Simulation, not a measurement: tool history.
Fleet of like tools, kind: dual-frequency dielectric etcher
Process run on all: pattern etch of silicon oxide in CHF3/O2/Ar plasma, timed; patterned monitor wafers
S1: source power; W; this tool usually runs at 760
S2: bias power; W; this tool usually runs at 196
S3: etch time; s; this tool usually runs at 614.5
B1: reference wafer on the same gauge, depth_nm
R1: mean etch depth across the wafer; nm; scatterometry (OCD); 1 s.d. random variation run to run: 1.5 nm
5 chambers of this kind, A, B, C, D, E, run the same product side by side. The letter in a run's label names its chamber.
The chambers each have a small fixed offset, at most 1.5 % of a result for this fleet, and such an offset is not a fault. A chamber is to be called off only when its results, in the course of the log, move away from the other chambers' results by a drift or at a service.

-- hour=2.7 chamber E: wet clean of the chamber
run 1E hour=4.0 | S1=760 S2=196 S3=614.5 | B1=1569.8 | R1=1380.3
run 2D hour=11.2 | S1=760 S2=196 S3=614.5 | B1=1570.9 | R1=1366.6
run 3C hour=16.5 | S1=760 S2=196 S3=614.5 | B1=1570.9 | R1=1357.1
run 4A hour=19.7 | S1=760 S2=196 S3=614.5 | B1=1570.8 | R1=1367.9
run 5B hour=25.6 | S1=760 S2=196 S3=696.5 | B1=1570.9 | R1=1544.2
run 6D hour=29.7 | S1=760 S2=196 S3=696.5 | B1=1571.2 | R1=1549.3
run 7A hour=33.9 | S1=760 S2=196 S3=696.5 | B1=1571.4 | R1=1551.8
run 8B hour=38.9 | S1=760 S2=196 S3=696.5 | B1=1571.5 | R1=1545.4
run 9C hour=44.4 | S1=760 S2=196 S3=696.5 | B1=1571.7 | R1=1538.9
run 10E hour=48.6 | S1=760 S2=196 S3=614.5 | B1=1572.2 | R1=1384.7
run 11A hour=55.0 | S1=760 S2=196 S3=614.5 | B1=1572.4 | R1=1368.5
run 12B hour=59.5 | S1=760 S2=196 S3=614.5 | B1=1572.4 | R1=1363.7
run 13D hour=63.5 | S1=760 S2=196 S3=614.5 | B1=1572.5 | R1=1370.3
run 14C hour=67.5 | S1=760 S2=196 S3=614.5 | B1=1573.0 | R1=1360.3
run 15E hour=73.8 | S1=760 S2=196 S3=614.5 | B1=1572.7 | R1=1387.5
run 16B hour=80.3 | S1=760 S2=196 S3=614.5 | B1=1572.6 | R1=1367.5
run 17C hour=86.9 | S1=760 S2=196 S3=614.5 | B1=1573.1 | R1=1356.3
run 18E hour=93.4 | S1=760 S2=196 S3=614.5 | B1=1573.2 | R1=1387.2
run 19D hour=100.7 | S1=760 S2=196 S3=614.5 | B1=1574.5 | R1=1368.9
run 20A hour=106.6 | S1=760 S2=196 S3=614.5 | B1=1573.5 | R1=1370.9
run 21C hour=111.0 | S1=760 S2=196 S3=614.5 | B1=1573.9 | R1=1359.7
run 22E hour=118.3 | S1=760 S2=196 S3=614.5 | B1=1574.2 | R1=1386.0
run 23B hour=124.2 | S1=760 S2=196 S3=614.5 | B1=1574.6 | R1=1365.9
run 24D hour=130.8 | S1=760 S2=196 S3=614.5 | B1=1574.7 | R1=1370.2
run 25A hour=135.5 | S1=760 S2=196 S3=614.5 | B1=1575.6 | R1=1372.4
run 26B hour=141.1 | S1=760 S2=196 S3=614.5 | B1=1575.4 | R1=1365.7
run 27C hour=148.1 | S1=760 S2=196 S3=614.5 | B1=1575.7 | R1=1362.7
-- hour=153.1 chamber A: wet clean of the chamber
run 28D hour=154.1 | S1=760 S2=196 S3=614.5 | B1=1576.3 | R1=1371.4
run 29E hour=158.5 | S1=760 S2=196 S3=614.5 | B1=1575.7 | R1=1386.5
run 30A hour=163.7 | S1=760 S2=196 S3=614.5 | B1=1576.4 | R1=1369.9
run 31A hour=168.3 | S1=760 S2=196 S3=614.5 | B1=1576.6 | R1=1370.4
run 32E hour=173.3 | S1=620 S2=196 S3=522.0 | B1=1576.7 | R1=1090.4
run 33C hour=178.6 | S1=620 S2=196 S3=522.0 | B1=1576.7 | R1=1070.7

For the next run the whole fleet of 5 chambers uses the same settings. Give each chamber's results:
run 34A hour=183.9 | S1=760 S2=196 S3=614.5 | R1=?
run 34B hour=183.9 | S1=760 S2=196 S3=614.5 | R1=?
run 34C hour=183.9 | S1=760 S2=196 S3=614.5 | R1=?
run 34D hour=183.9 | S1=760 S2=196 S3=614.5 | R1=?
run 34E hour=183.9 | S1=760 S2=196 S3=614.5 | R1=?

run=34A R1=1373.9
run=34B R1=1368.1
run=34C R1=1362.1
run=34D R1=1370.5
run=34E R1=1391.3
